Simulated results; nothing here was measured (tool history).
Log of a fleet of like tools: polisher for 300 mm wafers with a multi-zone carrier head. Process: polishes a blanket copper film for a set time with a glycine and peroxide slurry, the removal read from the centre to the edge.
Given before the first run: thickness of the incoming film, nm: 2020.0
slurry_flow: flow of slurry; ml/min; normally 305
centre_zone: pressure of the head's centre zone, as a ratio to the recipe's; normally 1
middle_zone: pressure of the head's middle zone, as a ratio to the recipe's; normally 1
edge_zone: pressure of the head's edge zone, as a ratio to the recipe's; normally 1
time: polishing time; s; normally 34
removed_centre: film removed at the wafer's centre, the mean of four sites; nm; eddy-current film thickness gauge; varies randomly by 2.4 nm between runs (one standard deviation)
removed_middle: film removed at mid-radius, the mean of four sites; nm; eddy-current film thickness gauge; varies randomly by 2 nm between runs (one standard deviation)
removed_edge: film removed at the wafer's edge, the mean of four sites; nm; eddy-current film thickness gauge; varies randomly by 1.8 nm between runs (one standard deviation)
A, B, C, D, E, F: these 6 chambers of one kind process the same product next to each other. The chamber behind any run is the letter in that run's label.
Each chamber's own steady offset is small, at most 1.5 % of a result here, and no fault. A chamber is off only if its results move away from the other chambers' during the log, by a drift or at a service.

-- hour=2.2 chamber A: centre zone pressure recalibrated
-- hour=4.4 chamber F: worn pad replaced by a new one
-- hour=4.4 chamber D: edge zone pressure recalibrated
-- hour=5.9 chamber D: slurry nozzle cleaned
-- hour=5.9 chamber A: worn pad replaced by a new one
run 1F hour=9.3 | slurry_flow=305 centre_zone=1 middle_zone=1 edge_zone=1 time=34 | removed_centre=162.43 removed_middle=164.25 removed_edge=163.71
-- hour=10.7 chamber C: worn pad replaced by a new one
run 2B hour=15.6 | slurry_flow=305 centre_zone=1 middle_zone=1 edge_zone=1 time=34 | removed_centre=160.85 removed_middle=165.87 removed_edge=167.67
run 3C hour=24.9 | slurry_flow=305 centre_zone=1 middle_zone=1 edge_zone=1 time=34 | removed_centre=164.05 removed_middle=163.42 removed_edge=164.78
run 4E hour=30.7 | slurry_flow=305 centre_zone=1 middle_zone=1 edge_zone=1 time=34 | removed_centre=162.51 removed_middle=163.87 removed_edge=166.61
-- hour=33.6 chamber D: worn pad replaced by a new one
run 5D hour=35.9 | slurry_flow=305 centre_zone=1 middle_zone=1 edge_zone=1 time=34 | removed_centre=163.56 removed_middle=163.35 removed_edge=163.31
run 6A hour=43.4 | slurry_flow=305 centre_zone=1 middle_zone=1 edge_zone=1 time=34 | removed_centre=165.89 removed_middle=163.86 removed_edge=161.32
-- hour=49.2 chamber B: edge zone pressure recalibrated
run 7A hour=49.5 | slurry_flow=305 centre_zone=1 middle_zone=1 edge_zone=1 time=34 | removed_centre=165.21 removed_middle=166.2 removed_edge=165.95
run 8D hour=56 | slurry_flow=305 centre_zone=1 middle_zone=1 edge_zone=1 time=34 | removed_centre=165.81 removed_middle=159.15 removed_edge=164.61
run 9B hour=67.1 | slurry_flow=305 centre_zone=1 middle_zone=1 edge_zone=1 time=34 | removed_centre=167.08 removed_middle=163.56 removed_edge=164.84
-- hour=71 chamber E: worn pad replaced by a new one
run 10E hour=78.2 | slurry_flow=305 centre_zone=1 middle_zone=1 edge_zone=1 time=34 | removed_centre=162.12 removed_middle=163.2 removed_edge=166.8
run 11C hour=89.2 | slurry_flow=305 centre_zone=1 middle_zone=1 edge_zone=1 time=34 | removed_centre=164.58 removed_middle=164.75 removed_edge=162.39
-- hour=91.3 chamber F: worn pad replaced by a new one
run 12F hour=95.5 | slurry_flow=305 centre_zone=1 middle_zone=1 edge_zone=1 time=34 | removed_centre=163.19 removed_middle=162.69 removed_edge=161.26
run 13B hour=101 | slurry_flow=305 centre_zone=1 middle_zone=1 edge_zone=1.09 time=34 | removed_centre=162.57 removed_middle=161.75 removed_edge=174.44
-- hour=103.7 chamber D: worn pad replaced by a new one
run 14D hour=105.8 | slurry_flow=305 centre_zone=1 middle_zone=1 edge_zone=1.09 time=34 | removed_centre=164.6 removed_middle=164.29 removed_edge=169.31
run 15E hour=112.9 | slurry_flow=305 centre_zone=1 middle_zone=1 edge_zone=1.09 time=34 | removed_centre=166.88 removed_middle=162.27 removed_edge=170.86
-- hour=114.8 chamber A: worn pad replaced by a new one
-- hour=117.3 chamber C: worn pad replaced by a new one
run 16C hour=121.4 | slurry_flow=305 centre_zone=1 middle_zone=1 edge_zone=1.09 time=34 | removed_centre=166.59 removed_middle=163.56 removed_edge=172.05
run 17F hour=131.5 | slurry_flow=305 centre_zone=1 middle_zone=1 edge_zone=1.09 time=34 | removed_centre=164.37 removed_middle=166.85 removed_edge=175.63
run 18A hour=140 | slurry_flow=305 centre_zone=1 middle_zone=1 edge_zone=1.09 time=34 | removed_centre=164.69 removed_middle=167.85 removed_edge=171.74
run 19B hour=147.2 | slurry_flow=305 centre_zone=1 middle_zone=1 edge_zone=1 time=34 | removed_centre=161.37 removed_middle=158.14 removed_edge=164.05
-- hour=150.4 chamber E: worn pad replaced by a new one
run 20C hour=156.1 | slurry_flow=305 centre_zone=1 middle_zone=1 edge_zone=1 time=34 | removed_centre=167.71 removed_middle=161.01 removed_edge=161.01
run 21D hour=163.4 | slurry_flow=305 centre_zone=1 middle_zone=1 edge_zone=1 time=34 | removed_centre=168.7 removed_middle=163.5 removed_edge=164.33
-- hour=169.4 chamber D: worn pad replaced by a new one
run 22E hour=171.3 | slurry_flow=305 centre_zone=1 middle_zone=0.92 edge_zone=0.94 time=34 | removed_centre=164.74 removed_middle=154.54 removed_edge=162.54
run 23F hour=180.5 | slurry_flow=305 centre_zone=1 middle_zone=0.92 edge_zone=0.94 time=34 | removed_centre=168.08 removed_middle=152.24 removed_edge=159.93
-- hour=184.9 chamber F: worn pad replaced by a new one
run 24A hour=189.6 | slurry_flow=305 centre_zone=1 middle_zone=0.92 edge_zone=0.94 time=34 | removed_centre=166.37 removed_middle=149.26 removed_edge=158.91
run 25A hour=194.8 | slurry_flow=305 centre_zone=1 middle_zone=0.92 edge_zone=0.94 time=34 | removed_centre=164.26 removed_middle=151.14 removed_edge=160.71
-- hour=199.6 chamber E: slurry nozzle cleaned
run 26E hour=203.1 | slurry_flow=305 centre_zone=1 middle_zone=0.92 edge_zone=0.94 time=34 | removed_centre=168.94 removed_middle=157.41 removed_edge=162.74
run 27F hour=210.4 | slurry_flow=305 centre_zone=1 middle_zone=0.92 edge_zone=0.94 time=34 | removed_centre=163.57 removed_middle=149.13 removed_edge=158.2
-- hour=215.8 chamber E: edge zone pressure recalibrated
run 28D hour=220.4 | slurry_flow=305 centre_zone=1 middle_zone=1 edge_zone=1 time=34 | removed_centre=164.99 removed_middle=164.53 removed_edge=167.83
-- hour=224.2 chamber E: worn pad replaced by a new one
-- hour=227.6 chamber A: worn pad replaced by a new one
-- hour=228.2 chamber E: centre zone pressure recalibrated
run 29C hour=228.8 | slurry_flow=305 centre_zone=1 middle_zone=1 edge_zone=1 time=34 | removed_centre=165.1 removed_middle=162.57 removed_edge=163.83
-- hour=230.4 chamber C: worn pad replaced by a new one
-- hour=231.2 chamber D: worn pad replaced by a new one
run 30B hour=239.4 | slurry_flow=305 centre_zone=1 middle_zone=1 edge_zone=1 time=34 | removed_centre=152.73 removed_middle=152.7 removed_edge=153.28
-- hour=240.6 chamber C: centre zone pressure recalibrated
run 31A hour=246.7 | slurry_flow=305 centre_zone=1 middle_zone=1 edge_zone=1 time=34 | removed_centre=164.3 removed_middle=164.05 removed_edge=166.62
-- hour=255.4 chamber C: slurry nozzle cleaned
run 32F hour=256.2 | slurry_flow=305 centre_zone=1 middle_zone=1 edge_zone=1 time=34 | removed_centre=163.66 removed_middle=166.22 removed_edge=168.99
run 33E hour=266.8 | slurry_flow=305 centre_zone=1 middle_zone=1 edge_zone=1 time=34 | removed_centre=161.16 removed_middle=165.25 removed_edge=167.52
run 34D hour=276.8 | slurry_flow=305 centre_zone=1 middle_zone=1 edge_zone=1 time=34 | removed_centre=171.57 removed_middle=163.62 removed_edge=163.68
run 35B hour=284.4 | slurry_flow=305 centre_zone=1 middle_zone=1 edge_zone=1 time=34 | removed_centre=151.67 removed_middle=145.02 removed_edge=151.76
run 36C hour=293.7 | slurry_flow=305 centre_zone=1 middle_zone=1.09 edge_zone=1.1 time=34 | removed_centre=164.07 removed_middle=179.16 removed_edge=172.98
run 37E hour=299.9 | slurry_flow=305 centre_zone=1 middle_zone=1.09 edge_zone=1.1 time=34 | removed_centre=164.01 removed_middle=176.06 removed_edge=171.56
run 38B hour=309.5 | slurry_flow=305 centre_zone=1 middle_zone=1.09 edge_zone=1.1 time=34 | removed_centre=144.27 removed_middle=153.66 removed_edge=155.05

All 6 chambers run these settings next. Forecast each chamber's results:
run 39A hour=317.5 | slurry_flow=370 centre_zone=1 middle_zone=1 edge_zone=1 time=34 | removed_centre=? removed_middle=? removed_edge=?
run 39B hour=317.5 | slurry_flow=370 centre_zone=1 middle_zone=1 edge_zone=1 time=34 | removed_centre=? removed_middle=? removed_edge=?
run 39C hour=317.5 | slurry_flow=370 centre_zone=1 middle_zone=1 edge_zone=1 time=34 | removed_centre=? removed_middle=? removed_edge=?
run 39D hour=317.5 | slurry_flow=370 centre_zone=1 middle_zone=1 edge_zone=1 time=34 | removed_centre=? removed_middle=? removed_edge=?
run 39E hour=317.5 | slurry_flow=370 centre_zone=1 middle_zone=1 edge_zone=1 time=34 | removed_centre=? removed_middle=? removed_edge=?
run 39F hour=317.5 | slurry_flow=370 centre_zone=1 middle_zone=1 edge_zone=1 time=34 | removed_centre=? removed_middle=? removed_edge=?

run=39A removed_centre=168.83 removed_middle=167.38 removed_edge=165.31
run=39B removed_centre=146.42 removed_middle=145.6 removed_edge=148.53
run=39C removed_centre=170.61 removed_middle=171.54 removed_edge=165.23
run=39D removed_centre=171.59 removed_middle=166.45 removed_edge=167.97
run=39E removed_centre=173.01 removed_middle=165.66 removed_edge=168.97
run=39F removed_centre=167.05 removed_middle=169.11 removed_edge=167.98

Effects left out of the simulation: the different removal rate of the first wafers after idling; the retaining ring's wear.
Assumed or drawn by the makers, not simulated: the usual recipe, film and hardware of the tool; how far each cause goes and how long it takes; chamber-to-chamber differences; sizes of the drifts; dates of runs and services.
